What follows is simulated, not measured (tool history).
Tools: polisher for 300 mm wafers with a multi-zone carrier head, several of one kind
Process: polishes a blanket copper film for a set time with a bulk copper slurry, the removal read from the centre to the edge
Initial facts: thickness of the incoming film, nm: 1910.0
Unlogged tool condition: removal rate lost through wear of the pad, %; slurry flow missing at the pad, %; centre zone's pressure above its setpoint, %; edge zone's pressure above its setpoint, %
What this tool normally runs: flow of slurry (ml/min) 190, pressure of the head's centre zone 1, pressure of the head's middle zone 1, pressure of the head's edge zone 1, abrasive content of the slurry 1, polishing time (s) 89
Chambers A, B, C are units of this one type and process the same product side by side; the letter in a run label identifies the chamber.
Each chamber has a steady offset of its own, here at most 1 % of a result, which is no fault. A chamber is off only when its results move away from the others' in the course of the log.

run   hour  flow of slurry (ml/min)  pressure of the head's centre zone  pressure of the head's middle zone  pressure of the head's edge zone  abrasive content of the slurry  polishing time (s)  wafers polished on this pad  hours since the slurry nozzle was cleaned  hours since the centre zone pressure was calibrated  hours since the edge zone pressure was calibrated  film removed at the wafer's centre (angstrom)  film removed at mid-radius (angstrom)  film removed at the wafer's edge (angstrom)
 1B    3.7                      190                                   1                                   1                                 1                               1                  89                          229                                         30                                                248.5                                              677.2                                         5202.5                                 5125.4                                       5142.1
 2A    9.3                      190                                   1                                   1                                 1                               1                  89                          188                                      649.1                                                458.8                                             1085.3                                         5214.5                                 5076.3                                       5312.5
 3C   13.5                      190                                   1                                   1                                 1                               1                  89                          566                                      292.9                                                330.4                                               33.6                                         5184.8                                 5160.2                                       5231.4
      14.5  -- chamber C: worn pad replaced by a new one
 4A   19.9                      190                                   1                                   1                                 1                               1                  89                          285                                      659.7                                                469.4                                             1095.9                                           5117                                 5249.3                                       5258.6
 5C     23                      190                                   1                                   1                                 1                               1                  89                           78                                      302.4                                                339.9                                               43.1                                         5188.9                                 5174.9                                         5238
 6B     26                      190                                   1                                   1                                 1                               1                  89                          433                                       52.3                                                270.8                                              699.5                                         5224.6                                 5226.8                                       5173.7
 7C   30.5                      190                                   1                                   1                                 1                               1                  89                          147                                      309.9                                                347.4                                               50.6                                         5187.9                                 5165.4                                       5307.1
 8A   35.2                      190                                   1                                   1                                 1                               1                  89                          426                                        675                                                484.7                                             1111.2                                         5239.1                                 5164.8                                       5289.4
 9B   40.4                      190                                   1                                   1                                 1                               1                  89                          565                                       66.7                                                285.2                                              713.9                                         5238.8                                 5231.8                                         5132
10A   46.8                      190                                   1                                   1                                 1                               1                  89                          532                                      686.6                                                496.3                                             1122.8                                         5139.9                                 5100.6                                       5108.6
11B   51.3                      190                                   1                                   1                                 1                               1                  89                          665                                       77.6                                                296.1                                              724.8                                         5271.9                                 5134.7                                       5214.6
      53.1  -- chamber A: worn pad replaced by a new one
      55.2  -- chamber B: worn pad replaced by a new one
12C   55.6                      190                                   1                                   1                              1.08                               1                  89                          377                                        335                                                372.5                                               75.7                                         5207.8                                 5236.5                                       5445.4
13A   58.6                      190                                   1                                   1                              1.08                               1                  89                           50                                      698.4                                                508.1                                             1134.6                                         5134.7                                 5135.9                                         5419
      62.6  -- chamber C: slurry nozzle cleaned
14C   63.7                      190                                   1                                   1                              1.08                               1                  89                          451                                        1.1                                                380.6                                               83.8                                         5211.6                                 5190.1                                       5488.7
15B   68.5                      190                                0.92                                   1                                 1                             1.1                  89                          122                                       94.8                                                313.3                                                742                                         4798.3                                 5276.9                                       5300.8
16B   71.9                      190                                0.92                                   1                                 1                             1.1                  89                          153                                       98.2                                                316.7                                              745.4                                         4869.1                                   5380                                       5453.5
17A   76.9                      190                                0.92                                   1                                 1                             1.1                  89                          218                                      716.7                                                526.4                                             1152.9                                         4658.4                                 5344.4                                       5414.3
18C   80.8                      190                                   1                                   1                                 1                               1                  89                          608                                       18.2                                                397.7                                              100.9                                           5290                                 5202.8                                       5230.3
        81  -- chamber C: worn pad replaced by a new one
      84.4  -- chamber A: centre zone pressure recalibrated
19A   87.5                      190                                   1                                   1                                 1                               1                  89                          315                                      727.3                                                  3.1                                             1163.5                                         5143.4                                   5112                                       5176.2
20C   91.4                      190                                   1                                   1                                 1                               1                  89                           95                                       28.8                                                408.3                                              111.5                                         5141.2                                 5138.6                                       5278.7
21B   95.3                      190                                0.96                                   1                                 1                               1                  89                          367                                      121.6                                                340.1                                              768.8                                         5005.8                                 5221.2                                       5209.7
22B   98.4                      190                                0.96                                   1                                 1                               1                  89                          396                                      124.7                                                343.2                                              771.9                                         4900.8                                 5066.4                                       5203.3
23C  105.1                      190                                0.96                                   1                                 1                               1                  89                          221                                       42.5                                                  422                                              125.2                                         5077.9                                 5200.2                                       5167.6
24A  108.7                      190                                   1                                   1                                 1                               1                  89                          509                                      748.5                                                 24.3                                             1184.7                                         5078.9                                 5175.5                                       5186.1
25C  112.9                      190                                   1                                   1                                 1                               1                  89                          292                                       50.3                                                429.8                                                133                                         5214.4                                 5158.5                                       5224.7
     115.4  -- chamber A: worn pad replaced by a new one
26B  117.8                      190                                   1                                   1                                 1                               1                  89                          574                                      144.1                                                362.6                                              791.3                                         5142.6                                 5095.2                                       5122.1
27A  123.3                      190                                   1                                   1                                 1                               1                  89                           72                                      763.1                                                 38.9                                             1199.3                                         5165.3                                 5150.1                                       5222.4
     127.3  -- chamber B: worn pad replaced by a new one
28A  127.7                      190                                   1                                   1                                 1                               1                  89                          113                                      767.5                                                 43.3                                             1203.7                                           5164                                 5107.2                                       5248.6
29C  130.9                      190                                   1                                   1                                 1                               1                  89                          457                                       68.3                                                447.8                                                151                                         5200.2                                   5190                                       5199.4
       137  -- chamber C: worn pad replaced by a new one
30B    137                      190                                   1                                   1                                 1                               1                  89                           89                                      163.3                                                381.8                                              810.5                                         5321.1                                 5261.2                                       5281.6
31C  143.7                      190                                   1                                   1                                 1                               1                  89                           61                                       81.1                                                460.6                                              163.8                                         5234.6                                 5214.3                                       5205.3
32B  146.7                      190                                   1                                   1                                 1                               1                  89                          178                                        173                                                391.5                                              820.2                                         5130.3                                 5178.1                                       5125.6
33A  150.8                      190                                   1                                   1                              1.04                            1.15                  89                          324                                      790.6                                                 66.4                                             1226.8                                         5264.3                                 5250.1                                       5506.2
34C  157.5                      190                                   1                                   1                              1.04                            1.15                  89                          188                                       94.9                                                474.4                                              177.6                                         5417.6                                 5394.3                                         5546
35A  162.3                      190                                   1                                   1                              1.04                            1.15                  89                          430                                      802.1                                                 77.9                                             1238.3                                         5265.5                                 5320.2                                       5561.3

Next, every chamber runs the same settings. What will each give?
36A  167.2                      190                                   1                                   1                                 1                               1                  89                                                                                                                                                                                                                              ?                                      ?                                            ?
36B  167.2                      190                                   1                                   1                                 1                               1                  89                                                                                                                                                                                                                              ?                                      ?                                            ?
36C  167.2                      190                                   1                                   1                                 1                               1                  89                                                                                                                                                                                                                              ?                                      ?                                            ?

run  film removed at the wafer's centre (angstrom)  film removed at mid-radius (angstrom)  film removed at the wafer's edge (angstrom)
36A                                         5084.9                                 5208.2                                       5229.1
36B                                         5300.7                                 5263.6                                       5156.4
36C                                         5263.7                                 5105.1                                       5199.9
